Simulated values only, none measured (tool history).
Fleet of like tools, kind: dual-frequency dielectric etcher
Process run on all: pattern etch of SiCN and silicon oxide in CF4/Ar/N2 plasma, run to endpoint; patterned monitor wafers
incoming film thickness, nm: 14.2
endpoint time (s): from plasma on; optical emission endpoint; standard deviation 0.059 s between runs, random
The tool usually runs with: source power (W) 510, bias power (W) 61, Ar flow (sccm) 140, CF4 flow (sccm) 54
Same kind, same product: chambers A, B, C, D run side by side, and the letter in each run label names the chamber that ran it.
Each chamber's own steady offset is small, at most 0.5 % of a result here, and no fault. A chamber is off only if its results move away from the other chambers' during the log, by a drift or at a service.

run	hour	source power (W)	bias power (W)	Ar flow (sccm)	CF4 flow (sccm)	hours since the last wet clean	hours since the last source power generator calibration	hours since the last bias power generator calibration	hours since the last Ar flow controller change	hours since the last CF4 flow controller change	endpoint time (s)
1D	5.9	510	61	140	54	294.9	2351.7	3510.5	2373.7	3644.3	17.238
2C	13.6	510	61	140	54	55.4	438.4	74.3	1634.3	1186	17.251
# hour 20.2: chamber D: source power generator calibrated
3A	20.9	510	61	140	54	322.5	245.3	3471.3	5563.6	2828.9	17.272
4B	28.6	510	61	140	54	46.9	1179.4	990.8	3874.8	3463.8	17.28
5C	35.3	510	61	140	54	77.1	460.1	96	1656	1207.7	17.26
6A	42.6	510	61	140	54	344.2	267	3493	5585.3	2850.6	17.406
7D	48.6	510	61	140	54	337.6	28.4	3553.2	2416.4	3687	17.232
8B	55.9	510	61	140	54	74.2	1206.7	1018.1	3902.1	3491.1	17.356
# hour 57.7: chamber D: wet clean of the chamber
9A	63	510	61	140	54	364.6	287.4	3513.4	5605.7	2871	17.314
10B	68.7	510	61	140	54	87	1219.5	1030.9	3914.9	3503.9	17.21
11C	73	510	61	140	54	114.8	497.8	133.7	1693.7	1245.4	17.276
12D	79	510	61	140	54	21.4	58.8	3583.6	2446.8	3717.4	17.302
13A	85	510	61	140	54	386.6	309.4	3535.4	5627.7	2893	17.172
14B	93.1	510	61	140	54	111.4	1243.9	1055.3	3939.3	3528.3	17.243
15D	97.9	510	61	140	54	40.3	77.7	3602.5	2465.7	3736.3	17.207
16C	102.1	510	61	140	54	143.9	526.9	162.8	1722.8	1274.5	17.128
17D	107.9	510	61	140	54	50.3	87.7	3612.5	2475.7	3746.3	17.168
18C	113.8	510	61	140	54	155.6	538.6	174.5	1734.5	1286.2	17.273
19B	119.6	510	55	140	54	137.9	1270.4	1081.8	3965.8	3554.8	17.855
20A	126.3	510	55	140	54	427.9	350.7	3576.7	5669	2934.3	18.105
21D	131.7	510	55	140	54	74.1	111.5	3636.3	2499.5	3770.1	17.76
22C	137.3	510	55	140	54	179.1	562.1	198	1758	1309.7	17.719
23B	143.5	510	61	140	54	161.8	1294.3	1105.7	3989.7	3578.7	17.407
24A	147.5	510	61	140	54	449.1	371.9	3597.9	5690.2	2955.5	17.542
# hour 148.4: chamber D: bias power generator calibrated
25A	155.2	510	61	140	54	456.8	379.6	3605.6	5697.9	2963.2	17.495
26D	163.3	510	61	140	54	105.7	143.1	15	2531.1	3801.7	17.193
27B	170	510	61	140	54	188.3	1320.8	1132.2	4016.2	3605.2	17.251
28C	175.4	510	61	140	54	217.2	600.2	236.1	1796.1	1347.8	17.251
29C	179.9	510	50	127	54	221.7	604.7	240.6	1800.6	1352.3	18.205
30B	186.4	510	50	127	54	204.7	1337.2	1148.6	4032.6	3621.6	18.183
31D	192.4	510	50	127	54	134.8	172.2	44.1	2560.2	3830.8	18.074
32A	199.5	510	50	127	54	501.1	423.9	3649.9	5742.2	3007.5	18.605
33A	205.7	510	61	140	54	507.3	430.1	3656.1	5748.4	3013.7	17.815
34B	210.5	620	53	140	54	228.8	1361.3	1172.7	4056.7	3645.7	15.29
35C	214.9	620	53	140	54	256.7	639.7	275.6	1835.6	1387.3	15.195

All chambers now run identical settings, listed one chamber a line with results as question marks. What results will each chamber show?
36A	220.7	620	61	140	54						?
36B	220.7	620	61	140	54						?
36C	220.7	620	61	140	54						?
36D	220.7	620	61	140	54						?

run	endpoint time (s)
36A	15.069
36B	14.486
36C	14.51
36D	14.409

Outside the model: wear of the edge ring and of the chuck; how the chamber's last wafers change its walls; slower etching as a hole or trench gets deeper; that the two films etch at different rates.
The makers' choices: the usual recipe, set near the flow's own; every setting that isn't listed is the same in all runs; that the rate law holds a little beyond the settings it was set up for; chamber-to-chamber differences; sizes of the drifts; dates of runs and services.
